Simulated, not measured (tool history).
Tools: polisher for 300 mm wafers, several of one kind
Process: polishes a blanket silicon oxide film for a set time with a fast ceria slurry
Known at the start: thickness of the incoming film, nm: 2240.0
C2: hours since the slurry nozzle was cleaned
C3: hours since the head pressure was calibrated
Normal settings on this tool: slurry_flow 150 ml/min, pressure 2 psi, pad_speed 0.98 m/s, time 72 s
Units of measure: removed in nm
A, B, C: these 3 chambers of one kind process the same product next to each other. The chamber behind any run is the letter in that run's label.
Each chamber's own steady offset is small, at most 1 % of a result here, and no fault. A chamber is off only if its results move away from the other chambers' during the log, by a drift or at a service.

run 1B hour=3.1 | slurry_flow=150 pressure=2 pad_speed=0.98 time=72 | wafers_polished_on_this_pad=1061 C2=55.4 C3=766.5 | removed=749.83
run 2C hour=6.5 | slurry_flow=150 pressure=2 pad_speed=0.98 time=72 | wafers_polished_on_this_pad=92 C2=339.7 C3=1240.0 | removed=752.72
run 3A hour=10.8 | slurry_flow=150 pressure=2 pad_speed=0.98 time=72 | wafers_polished_on_this_pad=329 C2=22.5 C3=64.1 | removed=761.64
run 4B hour=13.7 | slurry_flow=150 pressure=2 pad_speed=0.98 time=72 | wafers_polished_on_this_pad=1177 C2=66.0 C3=777.1 | removed=736.64
run 5A hour=16.4 | slurry_flow=150 pressure=2 pad_speed=0.98 time=72 | wafers_polished_on_this_pad=390 C2=28.1 C3=69.7 | removed=754.72
run 6C hour=19.1 | slurry_flow=150 pressure=2 pad_speed=0.98 time=72 | wafers_polished_on_this_pad=230 C2=352.3 C3=1252.6 | removed=750.05
run 7C hour=22.9 | slurry_flow=150 pressure=2 pad_speed=0.98 time=72 | wafers_polished_on_this_pad=272 C2=356.1 C3=1256.4 | removed=755.22
run 8A hour=25.9 | slurry_flow=150 pressure=2 pad_speed=0.98 time=72 | wafers_polished_on_this_pad=494 C2=37.6 C3=79.2 | removed=755.34
run 9B hour=29.1 | slurry_flow=150 pressure=2 pad_speed=0.98 time=95 | wafers_polished_on_this_pad=1346 C2=81.4 C3=792.5 | removed=987.49
run 10C hour=33.5 | slurry_flow=150 pressure=2 pad_speed=0.98 time=95 | wafers_polished_on_this_pad=388 C2=366.7 C3=1267.0 | removed=995.04
-- hour=35.8 chamber B: worn pad replaced by a new one
run 11A hour=36.4 | slurry_flow=150 pressure=2 pad_speed=0.98 time=95 | wafers_polished_on_this_pad=609 C2=48.1 C3=89.7 | removed=995.57
run 12B hour=39.9 | slurry_flow=150 pressure=2 pad_speed=0.98 time=72 | wafers_polished_on_this_pad=45 C2=92.2 C3=803.3 | removed=744.34
run 13A hour=44.5 | slurry_flow=150 pressure=2 pad_speed=0.98 time=72 | wafers_polished_on_this_pad=698 C2=56.2 C3=97.8 | removed=747.08
-- hour=45.6 chamber A: worn pad replaced by a new one
run 14C hour=48.6 | slurry_flow=150 pressure=2 pad_speed=0.98 time=72 | wafers_polished_on_this_pad=553 C2=381.8 C3=1282.1 | removed=754.47
run 15B hour=52.3 | slurry_flow=150 pressure=2 pad_speed=0.98 time=72 | wafers_polished_on_this_pad=181 C2=104.6 C3=815.7 | removed=747.35
run 16B hour=55.3 | slurry_flow=150 pressure=2 pad_speed=0.98 time=72 | wafers_polished_on_this_pad=214 C2=107.6 C3=818.7 | removed=743.14
run 17A hour=59.5 | slurry_flow=150 pressure=2 pad_speed=0.98 time=72 | wafers_polished_on_this_pad=152 C2=71.2 C3=112.8 | removed=767.20
run 18C hour=61.8 | slurry_flow=150 pressure=2 pad_speed=0.98 time=72 | wafers_polished_on_this_pad=697 C2=395.0 C3=1295.3 | removed=755.65
run 19B hour=65.6 | slurry_flow=150 pressure=2 pad_speed=1.30 time=72 | wafers_polished_on_this_pad=326 C2=117.9 C3=829.0 | removed=1004.90
run 20A hour=67.9 | slurry_flow=150 pressure=2 pad_speed=1.30 time=72 | wafers_polished_on_this_pad=244 C2=79.6 C3=121.2 | removed=1003.30
run 21C hour=70.3 | slurry_flow=150 pressure=2 pad_speed=1.30 time=72 | wafers_polished_on_this_pad=791 C2=403.5 C3=1303.8 | removed=1014.80

Is one chamber out of step, is the gauge drifting, or do the chambers differ by no more than their own small offsets? For an off chamber, give its letter and the likeliest cause.

No chamber is off and the gauge is stable; the differences are just each chamber's small, constant offset.
